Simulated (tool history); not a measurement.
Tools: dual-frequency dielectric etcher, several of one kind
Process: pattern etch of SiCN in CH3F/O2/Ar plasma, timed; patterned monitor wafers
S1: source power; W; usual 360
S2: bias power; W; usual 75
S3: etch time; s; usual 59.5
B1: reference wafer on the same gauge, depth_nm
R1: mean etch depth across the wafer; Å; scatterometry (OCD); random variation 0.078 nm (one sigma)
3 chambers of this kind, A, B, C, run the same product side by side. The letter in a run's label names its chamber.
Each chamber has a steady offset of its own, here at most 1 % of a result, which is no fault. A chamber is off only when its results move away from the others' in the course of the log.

run	hour	S1	S2	S3	B1	R1
1B	6.6	360	75	59.5	22.699	219.28
2C	13.9	360	75	59.5	22.699	216.08
3A	22.3	360	75	59.5	22.711	218.52
4B	30.4	360	75	59.5	22.716	219.5
5C	39.3	360	75	59.5	22.696	216.33
6A	44.8	360	75	59.5	22.677	219.52
7B	53.5	360	75	59.5	22.71	219.87
8A	61.2	360	91	43	22.69	169.61
9C	65.8	360	91	43	22.7	166.39
# hour 69.9: chamber B: wet clean of the chamber
10B	71.8	360	91	43	22.685	169.92
11A	79.9	360	75	59.5	22.688	218.97
12C	86.3	360	75	59.5	22.707	217.23
13A	90.9	360	75	59.5	22.714	218.61
14B	98.8	360	75	59.5	22.714	220.77
15C	103.1	360	75	59.5	22.714	216.73
16C	109.8	360	75	59.5	22.707	215.83
17B	117	360	75	59.5	22.695	218.09
18A	124.5	360	75	59.5	22.707	219.1
19A	131.1	360	75	59.5	22.696	218.58
# hour 132: chamber C: wet clean of the chamber
20B	138.6	360	75	59.5	22.711	219.06
21C	147.8	360	75	59.5	22.716	225.23
22C	152.3	360	75	59.5	22.691	226.59
23B	161	360	75	59.5	22.699	220.18
24A	166.4	360	75	59.5	22.718	219.44
25A	172.5	360	75	59.5	22.719	219.84
26C	179.2	360	75	59.5	22.696	227.17
27B	188.4	360	75	59.5	22.71	219.39
28A	197.6	360	75	59.5	22.71	218.32
29B	203.2	360	93	69.5	22.713	279.78
30C	211.2	360	93	69.5	22.68	286.29
31A	218.3	360	93	69.5	22.691	275.79
32B	222.7	360	75	59.5	22.702	218.84
33C	226.9	360	75	59.5	22.713	227.02
34C	233.2	360	75	59.5	22.689	228.06
35A	241.9	360	75	59.5	22.689	219.21

Next, every chamber runs the same settings. What will each give?
36A	248.8	360	75	59.5		?
36B	248.8	360	75	59.5		?
36C	248.8	360	75	59.5		?

run	R1
36A	219.35
36B	219.77
36C	226.58
